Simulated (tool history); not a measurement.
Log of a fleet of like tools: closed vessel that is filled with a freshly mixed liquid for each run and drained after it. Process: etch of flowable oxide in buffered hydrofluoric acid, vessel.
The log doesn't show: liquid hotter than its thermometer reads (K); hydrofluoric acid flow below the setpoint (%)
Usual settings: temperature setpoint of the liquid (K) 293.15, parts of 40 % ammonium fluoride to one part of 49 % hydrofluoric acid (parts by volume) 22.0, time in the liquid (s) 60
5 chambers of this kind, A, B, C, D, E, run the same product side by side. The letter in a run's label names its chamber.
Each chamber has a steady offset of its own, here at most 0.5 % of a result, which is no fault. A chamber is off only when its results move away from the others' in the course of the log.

run     day  temperature setpoint of the liquid (K)  parts of 40 % ammonium fluoride to one part of 49 % hydrofluoric acid (parts by volume)  time in the liquid (s)  hours since the thermometer was replaced  hours since the hydrofluoric acid flow meter was replaced  read-back film thickness of the flowable oxide reference wafer, read on the same gauge (nm)  thickness taken off the flowable oxide on a monitor wafer (Å)
 1E   0.296                                  293.15                                                                                     22.0                      60                                     811.8                                                      867.3                                                                                       40.016                                                         448.19
 2C   0.558                                  293.15                                                                                     22.0                      60                                    1455.5                                                     1175.5                                                                                       40.014                                                         443.12
 3D   0.738                                  293.15                                                                                     22.0                      60                                    2949.6                                                      662.6                                                                                       39.972                                                         438.49
 4A   0.975                                  293.15                                                                                     22.0                      60                                      56.4                                                      711.3                                                                                       39.999                                                         440.04
 5B   1.196                                  293.15                                                                                     22.0                      40                                     901.2                                                      597.0                                                                                       39.999                                                         294.23
 6A   1.479                                  293.15                                                                                     22.0                      40                                      68.5                                                      723.4                                                                                       39.984                                                         297.09
 7D   1.675                                  293.15                                                                                     22.0                      40                                    2972.1                                                      685.1                                                                                       40.042                                                         293.91
      1.975  -- chamber D: thermometer replaced
 8B   2.017                                  293.15                                                                                     22.0                      40                                     920.9                                                      616.7                                                                                       40.005                                                         294.53
 9C   2.250                                  293.15                                                                                     22.0                      40                                    1496.1                                                     1216.1                                                                                       40.012                                                         296.62
10E   2.596                                  293.15                                                                                     22.0                      60                                     867.0                                                      922.5                                                                                       40.053                                                         445.94
11E   2.842                                  293.15                                                                                     25.5                      60                                     872.9                                                      928.4                                                                                       40.060                                                         404.25
12A   3.154                                  293.15                                                                                     25.5                      60                                     108.7                                                      763.6                                                                                       40.079                                                         396.85
13D   3.375                                  293.15                                                                                     25.5                      60                                      33.6                                                      725.9                                                                                       40.000                                                         395.72
14B   3.704                                  293.15                                                                                     25.5                      60                                     961.4                                                      657.2                                                                                       39.981                                                         394.53
15C   4.033                                  293.15                                                                                     25.5                      60                                    1538.9                                                     1258.9                                                                                       40.007                                                         396.14
      4.062  -- chamber C: hydrofluoric acid flow meter replaced
      4.079  -- chamber B: hydrofluoric acid flow meter replaced
16E   4.275                                  293.15                                                                                     22.0                      60                                     907.3                                                      962.8                                                                                       40.014                                                         443.27
17C   4.458                                  293.15                                                                                     22.0                      60                                    1549.1                                                        9.5                                                                                       39.977                                                         440.52
18D   4.800                                  293.15                                                                                     22.0                      60                                      67.8                                                      760.1                                                                                       39.998                                                         443.27
19B   5.142                                  293.15                                                                                     22.0                      60                                     995.9                                                       25.5                                                                                       40.016                                                         442.72
20A   5.500                                  293.15                                                                                     22.0                      60                                     165.0                                                      819.9                                                                                       40.043                                                         444.84
21C   5.742                                  293.15                                                                                     22.0                      60                                    1579.9                                                       40.3                                                                                       40.009                                                         445.55
22A   5.967                                  293.15                                                                                     22.0                      60                                     176.2                                                      831.1                                                                                       40.008                                                         447.18
23D   6.267                                  293.15                                                                                     15.0                      60                                     103.0                                                      795.3                                                                                       40.012                                                         624.09
24B   6.500                                  293.15                                                                                     15.0                      60                                    1028.5                                                       58.1                                                                                       40.009                                                         624.50
25E   6.904                                  293.15                                                                                     15.0                      60                                     970.4                                                     1025.9                                                                                       39.982                                                         628.15
26D   7.292                                  293.15                                                                                     15.0                      60                                     127.6                                                      819.9                                                                                       39.991                                                         624.60
27A   7.471                                  293.15                                                                                     15.0                      60                                     212.3                                                      867.2                                                                                       39.956                                                         633.68
28C   7.658                                  293.15                                                                                     22.0                      60                                    1625.9                                                       86.3                                                                                       39.985                                                         443.08
29B   7.925                                  293.15                                                                                     22.0                      60                                    1062.7                                                       92.3                                                                                       40.010                                                         446.42
30E   8.217                                  293.15                                                                                     29.5                      60                                    1001.9                                                     1057.4                                                                                       39.956                                                         364.20
31B   8.592                                  293.15                                                                                     29.5                      60                                    1078.7                                                      108.3                                                                                       40.039                                                         355.68
32C   8.821                                  293.15                                                                                     29.5                      60                                    1653.8                                                      114.2                                                                                       39.983                                                         359.45
33A   9.067                                  293.15                                                                                     29.5                      60                                     250.6                                                      905.5                                                                                       39.964                                                         361.95
34D   9.258                                  293.15                                                                                     29.5                      60                                     174.8                                                      867.1                                                                                       40.049                                                         362.03
35E   9.667                                  293.15                                                                                     22.0                      60                                    1036.7                                                     1092.2                                                                                       39.945                                                         442.81
36C   9.854                                  293.15                                                                                     22.0                      60                                    1678.6                                                      139.0                                                                                       39.948                                                         442.47
37D  10.058                                  293.15                                                                                     22.0                      60                                     194.0                                                      886.3                                                                                       40.033                                                         436.25

Next, every chamber runs the same settings. What will each give?
38A  10.358                                  293.15                                                                                     22.0                      60                                                                                                                                                                                                                                                                ?
38B  10.358                                  293.15                                                                                     22.0                      60                                                                                                                                                                                                                                                                ?
38C  10.358                                  293.15                                                                                     22.0                      60                                                                                                                                                                                                                                                                ?
38D  10.358                                  293.15                                                                                     22.0                      60                                                                                                                                                                                                                                                                ?
38E  10.358                                  293.15                                                                                     22.0                      60                                                                                                                                                                                                                                                                ?

run  thickness taken off the flowable oxide on a monitor wafer (Å)
38A                                                         444.82
38B                                                         448.02
38C                                                         444.28
38D                                                         446.94
38E                                                         443.19
